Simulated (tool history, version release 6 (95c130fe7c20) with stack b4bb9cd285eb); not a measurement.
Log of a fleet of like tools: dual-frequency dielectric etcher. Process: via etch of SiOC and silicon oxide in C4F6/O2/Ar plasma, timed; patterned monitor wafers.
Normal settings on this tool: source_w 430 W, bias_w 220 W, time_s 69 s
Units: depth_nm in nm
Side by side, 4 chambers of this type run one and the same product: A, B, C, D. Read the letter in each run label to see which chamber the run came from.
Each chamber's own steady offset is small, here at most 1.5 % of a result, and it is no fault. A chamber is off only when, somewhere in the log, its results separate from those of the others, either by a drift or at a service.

run,hour,source_w,bias_w,time_s,"read-back reference wafer on the same gauge, depth_nm",depth_nm
1A,7.3,430,220,69,86.931,83.537
2C,13.0,430,220,69,86.773,86.042
# hour 17.2: chamber D: wet clean of the chamber
3B,18.8,430,220,69,86.899,85.464
4D,26.8,430,220,69,86.729,84.810
5B,31.1,430,220,69,86.886,86.081
# hour 31.6: chamber A: wet clean of the chamber
# hour 32.3: chamber C: wet clean of the chamber
6D,36.8,430,220,69,86.642,85.054
7A,41.5,430,220,69,86.749,84.282
8C,48.0,430,220,69,86.812,85.063
9C,54.4,430,220,69,86.908,85.832
10D,58.0,430,220,69,86.900,85.467
# hour 60.1: chamber B: wet clean of the chamber
11A,64.9,430,220,69,86.836,84.776
12B,71.3,430,220,69,86.745,85.254
13C,78.0,430,220,69,86.905,85.531
14D,84.8,430,220,69,86.631,85.524
15A,91.0,430,220,69,86.770,85.238
16B,96.8,430,202,69,86.836,83.264
17D,100.7,430,202,69,86.852,82.665
18B,104.4,430,202,69,86.860,83.464
19A,110.4,430,202,69,86.755,81.666
20C,114.4,430,220,69,86.815,85.453
21A,118.3,430,220,69,86.788,84.008
22D,123.5,430,220,69,86.643,85.520
23B,128.0,430,220,69,86.731,86.470
24C,135.0,430,220,69,86.781,85.793

The same settings go to every chamber for the next run, one line per chamber below. Forecast the results for each:
25A,140.7,430,220,69,,?
25B,140.7,430,220,69,,?
25C,140.7,430,220,69,,?
25D,140.7,430,220,69,,?

run,depth_nm
25A,84.340
25B,85.915
25C,85.769
25D,85.073
